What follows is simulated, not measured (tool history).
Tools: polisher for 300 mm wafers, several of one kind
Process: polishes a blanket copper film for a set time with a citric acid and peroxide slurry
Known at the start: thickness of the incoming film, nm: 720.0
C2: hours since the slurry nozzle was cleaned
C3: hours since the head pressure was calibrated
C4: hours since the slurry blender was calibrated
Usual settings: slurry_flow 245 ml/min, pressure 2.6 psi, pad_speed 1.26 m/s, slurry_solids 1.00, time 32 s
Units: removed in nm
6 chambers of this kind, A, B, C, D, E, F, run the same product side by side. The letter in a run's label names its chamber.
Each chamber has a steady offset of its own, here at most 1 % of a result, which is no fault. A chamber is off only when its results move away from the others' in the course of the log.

Run 1C, hour 8.0: usual settings; wafers polished on this pad 693; C2 399.3; C3 898.3; C4 162.6. Result: removed 78.652 nm.
At hour 12.5: chamber D: worn pad replaced by a new one.
Run 2E, hour 15.4: usual settings; wafers polished on this pad 559; C2 85.4; C3 1459.7; C4 90.4. Result: removed 78.814 nm.
At hour 15.7: chamber C: slurry blender recalibrated.
At hour 19.7: chamber D: head pressure recalibrated.
Run 3B, hour 20.0: usual settings; wafers polished on this pad 422; C2 272.7; C3 419.2; C4 83.0. Result: removed 77.857 nm.
At hour 26.3: chamber E: head pressure recalibrated.
Run 4A, hour 27.3: usual settings; wafers polished on this pad 594; C2 270.4; C3 196.6; C4 96.9. Result: removed 78.133 nm.
At hour 29.2: chamber A: worn pad replaced by a new one.
At hour 30.4: chamber E: worn pad replaced by a new one.
Run 5D, hour 31.8: usual settings; wafers polished on this pad 213; C2 799.0; C3 12.2; C4 135.1. Result: removed 78.563 nm.
At hour 36.2: chamber B: worn pad replaced by a new one.
Run 6F, hour 39.1: usual settings; wafers polished on this pad 815; C2 182.8; C3 763.8; C4 365.3. Result: removed 78.172 nm.
At hour 39.2: chamber F: slurry blender recalibrated.
At hour 44.4: chamber D: slurry blender recalibrated.
Run 7E, hour 45.4: usual settings; wafers polished on this pad 165; C2 115.4; C3 19.2; C4 120.4. Result: removed 78.575 nm.
Run 8C, hour 50.1: usual settings; wafers polished on this pad 1158; C2 441.4; C3 940.4; C4 34.5. Result: removed 79.326 nm.
At hour 51.1: chamber F: worn pad replaced by a new one.
Run 9A, hour 56.3: usual settings; wafers polished on this pad 299; C2 299.4; C3 225.6; C4 125.9. Result: removed 78.655 nm.
Run 10F, hour 61.9: usual settings; wafers polished on this pad 119; C2 205.6; C3 786.6; C4 22.7. Result: removed 78.224 nm.
At hour 68.9: chamber C: worn pad replaced by a new one.
Run 11D, hour 69.2: usual settings; wafers polished on this pad 625; C2 836.4; C3 49.6; C4 24.9. Result: removed 78.090 nm.
Run 12B, hour 79.3: usual settings; wafers polished on this pad 475; C2 332.0; C3 478.5; C4 142.3. Result: removed 78.324 nm.
At hour 80.1: chamber D: slurry nozzle cleaned.
At hour 83.1: chamber B: worn pad replaced by a new one.
At hour 85.0: chamber A: worn pad replaced by a new one.
Run 13A, hour 85.6: usual settings; wafers polished on this pad 6; C2 328.7; C3 254.9; C4 155.2. Result: removed 78.770 nm.
At hour 89.2: chamber E: worn pad replaced by a new one.
Run 14F, hour 90.8: usual settings; wafers polished on this pad 438; C2 234.5; C3 815.5; C4 51.6. Result: removed 78.838 nm.
At hour 97.6: chamber C: head pressure recalibrated.
Run 15B, hour 100.2: usual settings; wafers polished on this pad 188; C2 352.9; C3 499.4; C4 163.2. Result: removed 78.417 nm.
Run 16D, hour 108.9: usual settings; wafers polished on this pad 1063; C2 28.8; C3 89.3; C4 64.6. Result: removed 78.664 nm.
Run 17E, hour 113.7: usual settings; wafers polished on this pad 270; C2 183.7; C3 87.5; C4 188.7. Result: removed 77.725 nm.
Run 18C, hour 120.1: usual settings; wafers polished on this pad 564; C2 511.4; C3 22.5; C4 104.5. Result: removed 88.648 nm.
Run 19A, hour 125.7: usual settings; wafers polished on this pad 449; C2 368.8; C3 295.0; C4 195.3. Result: removed 78.547 nm.
At hour 126.1: chamber B: worn pad replaced by a new one.
At hour 126.5: chamber D: worn pad replaced by a new one.
At hour 134.9: chamber A: worn pad replaced by a new one.
Run 20E, hour 135.8: usual settings; wafers polished on this pad 514; C2 205.8; C3 109.6; C4 210.8. Result: removed 76.864 nm.
Run 21D, hour 140.3: usual settings; wafers polished on this pad 152; C2 60.2; C3 120.7; C4 96.0. Result: removed 78.744 nm.
Run 22C, hour 148.4: usual settings; wafers polished on this pad 877; C2 539.7; C3 50.8; C4 132.8. Result: removed 89.259 nm.
At hour 153.2: chamber F: worn pad replaced by a new one.
At hour 155.4: chamber C: slurry blender recalibrated.
Run 23B, hour 157.7: usual settings; wafers polished on this pad 349; C2 410.4; C3 556.9; C4 220.7. Result: removed 77.699 nm.
At hour 157.8: chamber E: worn pad replaced by a new one.
Run 24F, hour 163.7: usual settings but pad_speed 0.86 m/s, time 26 s; wafers polished on this pad 116; C2 307.4; C3 888.4; C4 124.5. Result: removed 43.357 nm.
At hour 167.1: chamber F: head pressure recalibrated.
Run 25D, hour 168.8: usual settings but pad_speed 0.86 m/s, time 26 s; wafers polished on this pad 466; C2 88.7; C3 149.2; C4 124.5. Result: removed 44.118 nm.
Run 26C, hour 174.0: usual settings but pad_speed 0.86 m/s, time 26 s; wafers polished on this pad 1159; C2 565.3; C3 76.4; C4 18.7. Result: removed 48.609 nm.
At hour 177.7: chamber B: worn pad replaced by a new one.
Run 27E, hour 184.3: usual settings but pad_speed 0.86 m/s, time 26 s; wafers polished on this pad 292; C2 254.3; C3 158.1; C4 259.3. Result: removed 43.498 nm.
At hour 186.7: chamber C: worn pad replaced by a new one.
Run 28F, hour 189.8: usual settings but pad_speed 0.86 m/s, time 26 s; wafers polished on this pad 403; C2 333.5; C3 22.7; C4 150.6. Result: removed 43.687 nm.
At hour 194.4: chamber A: worn pad replaced by a new one.
At hour 194.5: chamber C: slurry nozzle cleaned.
Run 29B, hour 197.7: usual settings but pad_speed 0.86 m/s, time 26 s; wafers polished on this pad 220; C2 450.4; C3 596.9; C4 260.7. Result: removed 43.611 nm.
Run 30A, hour 204.9: usual settings; wafers polished on this pad 116; C2 448.0; C3 374.2; C4 274.5. Result: removed 78.883 nm.
Run 31D, hour 210.2: usual settings; wafers polished on this pad 923; C2 130.1; C3 190.6; C4 165.9. Result: removed 78.081 nm.
Run 32C, hour 215.2: usual settings; wafers polished on this pad 314; C2 20.8; C3 117.6; C4 59.9. Result: removed 89.697 nm.
At hour 215.8: chamber E: worn pad replaced by a new one.
At hour 221.0: chamber B: worn pad replaced by a new one.
At hour 221.5: chamber E: slurry blender recalibrated.
Run 33F, hour 221.8: usual settings; wafers polished on this pad 756; C2 365.5; C3 54.7; C4 182.6. Result: removed 78.437 nm.
Run 34E, hour 231.1: usual settings but pressure 2.3 psi, pad_speed 1.48 m/s; wafers polished on this pad 169; C2 301.1; C3 204.9; C4 9.7. Result: removed 80.862 nm.
Run 35A, hour 236.5: usual settings but pressure 2.3 psi, pad_speed 1.48 m/s; wafers polished on this pad 464; C2 479.6; C3 405.8; C4 306.1. Result: removed 80.955 nm.
Run 36B, hour 245.2: usual settings but pressure 2.3 psi, pad_speed 1.48 m/s; wafers polished on this pad 267; C2 497.9; C3 644.4; C4 308.2. Result: removed 82.008 nm.
Run 37F, hour 252.5: usual settings but pressure 2.3 psi, pad_speed 1.48 m/s; wafers polished on this pad 1095; C2 396.2; C3 85.4; C4 213.3. Result: removed 81.685 nm.

What goes on in this fleet: one chamber off, a drifting gauge, or nothing beyond the chambers' own small offsets? Name the chamber and the cause, if any.

A service left chamber C off against the others.
Cause: head's pressure above its setpoint, % = 11.8.

Here are 4 candidates for chamber C's next run, each the usual settings with a change, their results left as question marks. Which one brings its results back in line with what the others give on the usual settings?
In line means no further than this from the other chambers' mean on the usual settings: removed 2.200 nm
Run 38C-1, hour 259.9: usual settings but slurry_solids 0.70. Result: removed ?.
Run 38C-2, hour 259.9: usual settings but pressure 2.5 psi, pad_speed 1.20 m/s, time 31 s. Result: removed ?.
Run 38C-3, hour 259.9: usual settings but pad_speed 1.34 m/s. Result: removed ?.
Run 38C-4, hour 259.9: usual settings but pressure 2.7 psi, pad_speed 1.32 m/s, time 33 s. Result: removed ?.

The other chambers' mean on the usual settings: removed 78.250 nm
  run  removed
38C-1   81.565
38C-2   78.055
38C-3   93.473
38C-4   98.602
38C-2 brings the chamber back in line.
